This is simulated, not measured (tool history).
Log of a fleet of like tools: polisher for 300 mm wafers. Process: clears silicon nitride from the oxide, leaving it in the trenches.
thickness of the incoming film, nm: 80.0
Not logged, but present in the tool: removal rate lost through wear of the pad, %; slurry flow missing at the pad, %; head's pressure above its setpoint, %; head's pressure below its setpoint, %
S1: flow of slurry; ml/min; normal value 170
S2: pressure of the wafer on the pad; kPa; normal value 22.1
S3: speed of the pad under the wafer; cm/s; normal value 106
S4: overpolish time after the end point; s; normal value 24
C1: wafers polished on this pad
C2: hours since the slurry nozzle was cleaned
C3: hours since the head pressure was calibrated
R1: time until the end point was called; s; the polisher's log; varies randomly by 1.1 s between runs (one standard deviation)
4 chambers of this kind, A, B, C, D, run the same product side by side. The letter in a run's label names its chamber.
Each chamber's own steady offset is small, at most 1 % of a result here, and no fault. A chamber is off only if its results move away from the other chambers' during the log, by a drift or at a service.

run,day,S1,S2,S3,S4,C1,C2,C3,R1
1D,0.192,170,22.1,106,24,679,526.0,563.7,64.132
2B,0.525,170,22.1,106,24,280,625.7,79.4,66.641
3A,0.783,170,22.1,106,24,686,222.4,545.5,63.270
# day 0.946: chamber D: slurry nozzle cleaned
4C,0.996,170,22.1,106,24,810,146.4,337.2,64.106
5B,1.171,170,22.1,106,24,461,641.2,94.9,67.081
6A,1.467,170,22.1,106,24,878,238.8,561.9,64.908
7C,1.712,170,22.1,106,24,1012,163.6,354.4,63.870
# day 1.829: chamber C: worn pad replaced by a new one
8D,1.979,190,16.5,106,24,1181,24.8,606.6,86.336
# day 2.096: chamber A: worn pad replaced by a new one
# day 2.138: chamber B: worn pad replaced by a new one
9A,2.221,190,16.5,106,24,35,256.9,580.0,86.699
10C,2.375,190,16.5,106,24,153,179.5,370.3,84.109
# day 2.583: chamber C: slurry nozzle cleaned
11D,2.696,190,16.5,106,24,1382,42.0,623.8,86.685
12B,2.979,170,22.1,106,24,237,684.6,138.3,63.571
13C,3.212,170,22.1,106,24,389,15.2,390.4,65.240
14A,3.388,170,22.1,106,24,362,284.9,608.0,63.941
# day 3.500: chamber B: slurry nozzle cleaned
15D,3.621,170,22.1,106,24,1642,64.2,646.0,66.619
16B,3.942,170,22.1,106,24,507,10.7,161.4,63.222
17A,4.104,170,22.1,106,24,564,302.1,625.2,63.897
18C,4.296,170,22.1,106,24,693,41.2,416.4,64.661
19D,4.454,170,22.1,106,24,1876,84.2,666.0,68.806
20B,4.779,170,22.1,106,24,742,30.8,181.5,63.010
21D,4.988,170,22.1,106,24,2025,97.0,678.8,70.553
# day 5.008: chamber B: worn pad replaced by a new one
# day 5.042: chamber C: worn pad replaced by a new one
# day 5.108: chamber D: head pressure recalibrated
22B,5.225,170,22.1,106,24,61,41.5,192.2,65.080
23A,5.479,170,22.1,72,35,950,335.1,658.2,92.656
24C,5.650,170,22.1,72,35,171,73.7,448.9,94.269
25D,5.925,170,22.1,72,35,2289,119.5,19.7,104.420
26C,6.142,170,22.1,72,35,309,85.5,460.7,95.147

Next, every chamber runs the same settings. What will each give?
27A,6.379,170,16.5,106,24,,,,?
27B,6.379,170,16.5,106,24,,,,?
27C,6.379,170,16.5,106,24,,,,?
27D,6.379,170,16.5,106,24,,,,?

run,R1
27A,85.985
27B,82.617
27C,86.219
27D,95.372
